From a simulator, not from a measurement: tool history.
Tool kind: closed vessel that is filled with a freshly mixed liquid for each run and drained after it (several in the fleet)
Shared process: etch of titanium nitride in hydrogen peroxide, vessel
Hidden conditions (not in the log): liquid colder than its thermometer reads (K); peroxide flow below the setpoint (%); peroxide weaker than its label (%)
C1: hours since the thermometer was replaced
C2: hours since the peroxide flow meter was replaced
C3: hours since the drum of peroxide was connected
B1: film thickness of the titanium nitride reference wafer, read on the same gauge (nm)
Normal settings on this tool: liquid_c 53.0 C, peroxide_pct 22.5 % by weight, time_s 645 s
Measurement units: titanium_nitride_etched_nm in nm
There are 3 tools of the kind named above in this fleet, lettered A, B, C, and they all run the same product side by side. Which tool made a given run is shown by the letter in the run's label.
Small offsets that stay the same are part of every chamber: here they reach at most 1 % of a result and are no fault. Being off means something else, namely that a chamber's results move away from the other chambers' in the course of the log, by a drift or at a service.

Run 1A, day 0.450: usual settings; C1 440.0; C2 433.6; C3 183.1; B1 69.986. Result: titanium_nitride_etched_nm 28.607 nm.
Run 2B, day 0.825: usual settings; C1 1843.4; C2 20.8; C3 179.1; B1 69.992. Result: titanium_nitride_etched_nm 28.924 nm.
Run 3C, day 1.250: usual settings; C1 1248.7; C2 928.0; C3 249.6; B1 69.998. Result: titanium_nitride_etched_nm 28.714 nm.
Run 4B, day 1.683: usual settings; C1 1864.0; C2 41.4; C3 199.7; B1 70.000. Result: titanium_nitride_etched_nm 28.898 nm.
Run 5A, day 2.175: usual settings; C1 481.4; C2 475.0; C3 224.5; B1 70.015. Result: titanium_nitride_etched_nm 28.783 nm.
Run 6C, day 2.808: usual settings; C1 1286.1; C2 965.4; C3 287.0; B1 69.989. Result: titanium_nitride_etched_nm 28.754 nm.
Run 7C, day 3.279: usual settings; C1 1297.4; C2 976.7; C3 298.3; B1 69.978. Result: titanium_nitride_etched_nm 28.724 nm.
Run 8A, day 3.771: usual settings; C1 519.7; C2 513.3; C3 262.8; B1 70.009. Result: titanium_nitride_etched_nm 28.376 nm.
Run 9B, day 4.371: usual settings; C1 1928.5; C2 105.9; C3 264.2; B1 69.991. Result: titanium_nitride_etched_nm 28.941 nm.
Run 10A, day 4.854: usual settings; C1 545.7; C2 539.3; C3 288.8; B1 69.988. Result: titanium_nitride_etched_nm 28.553 nm.
At day 4.925: chamber C: new drum of peroxide connected.
Run 11B, day 5.225: usual settings; C1 1949.0; C2 126.4; C3 284.7; B1 69.998. Result: titanium_nitride_etched_nm 28.936 nm.
Run 12C, day 5.879: usual settings; C1 1359.8; C2 1039.1; C3 22.9; B1 69.998. Result: titanium_nitride_etched_nm 29.027 nm.
Run 13A, day 6.408: usual settings; C1 583.0; C2 576.6; C3 326.1; B1 69.998. Result: titanium_nitride_etched_nm 28.362 nm.
Run 14C, day 6.742: usual settings; C1 1380.5; C2 1059.8; C3 43.6; B1 69.996. Result: titanium_nitride_etched_nm 28.640 nm.
At day 6.946: chamber C: peroxide flow meter replaced.
Run 15B, day 7.196: usual settings; C1 1996.3; C2 173.7; C3 332.0; B1 70.005. Result: titanium_nitride_etched_nm 28.901 nm.
Run 16B, day 7.804: usual settings; C1 2010.9; C2 188.3; C3 346.6; B1 70.001. Result: titanium_nitride_etched_nm 28.880 nm.
Run 17C, day 8.096: usual settings; C1 1413.0; C2 27.7; C3 76.1; B1 69.986. Result: titanium_nitride_etched_nm 28.968 nm.
Run 18A, day 8.533: usual settings; C1 634.0; C2 627.6; C3 377.1; B1 69.993. Result: titanium_nitride_etched_nm 28.122 nm.
Run 19A, day 9.046: usual settings; C1 646.3; C2 639.9; C3 389.4; B1 69.986. Result: titanium_nitride_etched_nm 28.008 nm.
Run 20C, day 9.483: usual settings; C1 1446.3; C2 61.0; C3 109.4; B1 70.008. Result: titanium_nitride_etched_nm 28.950 nm.
Run 21B, day 9.975: usual settings; C1 2063.0; C2 240.4; C3 398.7; B1 69.999. Result: titanium_nitride_etched_nm 28.844 nm.
Run 22B, day 10.633: usual settings; C1 2078.8; C2 256.2; C3 414.5; B1 70.002. Result: titanium_nitride_etched_nm 28.705 nm.
Run 23C, day 11.138: usual settings; C1 1486.0; C2 100.7; C3 149.1; B1 69.978. Result: titanium_nitride_etched_nm 28.714 nm.
Run 24A, day 11.546: usual settings; C1 706.3; C2 699.9; C3 449.4; B1 69.989. Result: titanium_nitride_etched_nm 27.911 nm.
Run 25A, day 11.892: usual settings; C1 714.6; C2 708.2; C3 457.7; B1 69.990. Result: titanium_nitride_etched_nm 27.691 nm.
Run 26C, day 12.196: usual settings; C1 1511.4; C2 126.1; C3 174.5; B1 70.016. Result: titanium_nitride_etched_nm 28.818 nm.
Run 27B, day 12.729: usual settings but peroxide_pct 28.5 % by weight, time_s 525 s; C1 2129.1; C2 306.5; C3 464.8; B1 70.018. Result: titanium_nitride_etched_nm 24.746 nm.
Run 28C, day 13.308: usual settings but peroxide_pct 28.5 % by weight, time_s 525 s; C1 1538.1; C2 152.8; C3 201.2; B1 70.001. Result: titanium_nitride_etched_nm 24.658 nm.
Run 29A, day 13.738: usual settings but peroxide_pct 28.5 % by weight, time_s 525 s; C1 758.9; C2 752.5; C3 502.0; B1 69.999. Result: titanium_nitride_etched_nm 23.823 nm.
At day 14.138: chamber A: peroxide flow meter replaced.
Run 30B, day 14.212: usual settings; C1 2164.7; C2 342.1; C3 500.4; B1 69.994. Result: titanium_nitride_etched_nm 28.732 nm.
Run 31C, day 14.838: usual settings; C1 1574.8; C2 189.5; C3 237.9; B1 69.991. Result: titanium_nitride_etched_nm 28.874 nm.
Run 32A, day 15.321: usual settings; C1 796.9; C2 28.4; C3 540.0; B1 70.007. Result: titanium_nitride_etched_nm 27.730 nm.
Run 33B, day 15.650: usual settings; C1 2199.2; C2 376.6; C3 534.9; B1 70.011. Result: titanium_nitride_etched_nm 28.872 nm.
Run 34B, day 16.238: usual settings; C1 2213.3; C2 390.7; C3 549.0; B1 69.993. Result: titanium_nitride_etched_nm 28.924 nm.
Run 35A, day 16.588: usual settings; C1 827.3; C2 58.8; C3 570.4; B1 69.999. Result: titanium_nitride_etched_nm 27.413 nm.
At day 16.808: chamber C: new drum of peroxide connected.
Run 36C, day 16.900: usual settings; C1 1624.3; C2 239.0; C3 2.3; B1 69.998. Result: titanium_nitride_etched_nm 28.739 nm.
Run 37A, day 17.546: usual settings but liquid_c 46.5 C, time_s 495 s; C1 850.3; C2 81.8; C3 593.4; B1 70.009. Result: titanium_nitride_etched_nm 13.008 nm.
Run 38B, day 17.975: usual settings but liquid_c 46.5 C, time_s 495 s; C1 2255.0; C2 432.4; C3 590.7; B1 69.998. Result: titanium_nitride_etched_nm 13.803 nm.
Run 39C, day 18.446: usual settings but liquid_c 46.5 C, time_s 495 s; C1 1661.4; C2 276.1; C3 39.4; B1 70.025. Result: titanium_nitride_etched_nm 13.843 nm.
Run 40B, day 18.738: usual settings; C1 2273.3; C2 450.7; C3 609.0; B1 69.998. Result: titanium_nitride_etched_nm 28.894 nm.

Has any chamber moved away from the others, gradually or after a service, or does the common gauge drift, or do the chambers differ only by their own small steady offsets? State the chamber and the most likely cause if one applies.

Chamber A drifts away from the others.
Likeliest cause: liquid colder than its thermometer reads (K) = 0.682.

Below are 4 candidate recipes for chamber A's next run, each the usual settings with a change, their results shown as question marks. Which of them brings A's results back in line with what the other chambers give on the usual settings?
Counts as in line when no further than this from what the other chambers average on the usual settings: titanium_nitride_etched_nm 0.350 nm
Run 41A-1, day 19.212: usual settings but time_s 660 s. Result: titanium_nitride_etched_nm ?.
Run 41A-2, day 19.212: usual settings but peroxide_pct 20.0 % by weight. Result: titanium_nitride_etched_nm ?.
Run 41A-3, day 19.212: usual settings but liquid_c 52.5 C, time_s 635 s. Result: titanium_nitride_etched_nm ?.
Run 41A-4, day 19.212: usual settings but peroxide_pct 28.0 % by weight. Result: titanium_nitride_etched_nm ?.

The mean the other chambers reach with the usual settings: titanium_nitride_etched_nm 28.812 nm
  run  titanium_nitride_etched_nm
41A-1                      28.033
41A-2                      26.706
41A-3                      26.008
41A-4                      28.743
The right change is 41A-4: it brings the chamber back within the allowed miss of the others.

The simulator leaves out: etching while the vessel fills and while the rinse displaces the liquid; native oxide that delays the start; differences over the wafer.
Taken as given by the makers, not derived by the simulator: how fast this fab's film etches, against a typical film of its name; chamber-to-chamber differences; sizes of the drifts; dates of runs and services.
